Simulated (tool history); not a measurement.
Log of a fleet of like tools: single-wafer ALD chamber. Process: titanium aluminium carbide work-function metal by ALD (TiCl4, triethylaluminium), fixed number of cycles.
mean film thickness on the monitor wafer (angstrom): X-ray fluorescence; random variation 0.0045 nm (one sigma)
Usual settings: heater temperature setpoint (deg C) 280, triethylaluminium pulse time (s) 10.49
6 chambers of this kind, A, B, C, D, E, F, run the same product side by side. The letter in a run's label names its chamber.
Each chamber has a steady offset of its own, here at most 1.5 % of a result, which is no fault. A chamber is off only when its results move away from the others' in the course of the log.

run	hour	heater temperature setpoint (deg C)	triethylaluminium pulse time (s)	read-back reference wafer on the same gauge, thickness_nm	mean film thickness on the monitor wafer (angstrom)
1F	9.2	280	10.49	1.9602	18.502
# hour 19.7: chamber C: thermocouple changed; heater temperature recalibrated
2C	19.7	280	10.49	1.9604	18.498
3D	35.4	280	10.49	1.9605	18.355
4E	42.8	280	10.49	1.9593	18.406
5B	50.2	289	13.07	1.9600	19.198
6A	66.2	289	13.07	1.9591	19.674
7F	76.5	289	13.07	1.9593	19.552
8E	90.9	289	13.07	1.9610	19.456
# hour 97.0: chamber F: thermocouple changed; heater temperature recalibrated
9B	98.1	289	13.07	1.9612	19.154
10D	108.4	289	13.07	1.9596	19.407
11C	123.3	280	10.49	1.9606	18.529
12A	136.2	280	10.49	1.9599	18.498
13D	144.9	280	10.49	1.9600	18.279
14A	152.3	280	10.49	1.9603	18.531
15E	166.3	280	10.49	1.9589	18.384
16C	175.3	280	10.49	1.9591	18.563
17F	190.9	280	10.49	1.9599	18.489
18B	206.8	280	10.49	1.9608	18.120
19E	214.1	280	10.49	1.9609	18.347
20F	221.7	280	10.49	1.9595	18.442
# hour 226.5: chamber D: triethylaluminium bottle replaced
21B	231.2	280	10.49	1.9599	18.140
22D	242.5	280	10.49	1.9603	18.344
23C	255.5	280	10.49	1.9599	18.465
24A	267.3	280	10.49	1.9607	18.459
# hour 269.3: chamber B: triethylaluminium bottle replaced
25A	280.1	280	10.49	1.9593	18.573
26F	295.4	280	10.49	1.9598	18.537
27E	306.2	280	10.49	1.9614	18.368
28C	321.1	270	10.49	1.9595	17.540
29D	332.8	270	10.49	1.9599	17.450
30B	346.8	270	10.49	1.9607	17.378
31D	354.3	270	10.49	1.9588	17.531
32B	364.4	270	10.49	1.9601	17.366
33C	373.6	270	10.49	1.9607	17.644
34E	385.6	280	10.49	1.9590	18.380
35F	397.2	286	8.59	1.9605	18.464
36A	410.2	286	8.59	1.9605	18.592
37D	424.8	286	8.59	1.9599	18.291

What goes on in this fleet: one chamber off, a drifting gauge, or nothing beyond the chambers' own small offsets? Name the chamber and the cause, if any.

No chamber stands off beyond its own small offset, and the gauge holds steady.

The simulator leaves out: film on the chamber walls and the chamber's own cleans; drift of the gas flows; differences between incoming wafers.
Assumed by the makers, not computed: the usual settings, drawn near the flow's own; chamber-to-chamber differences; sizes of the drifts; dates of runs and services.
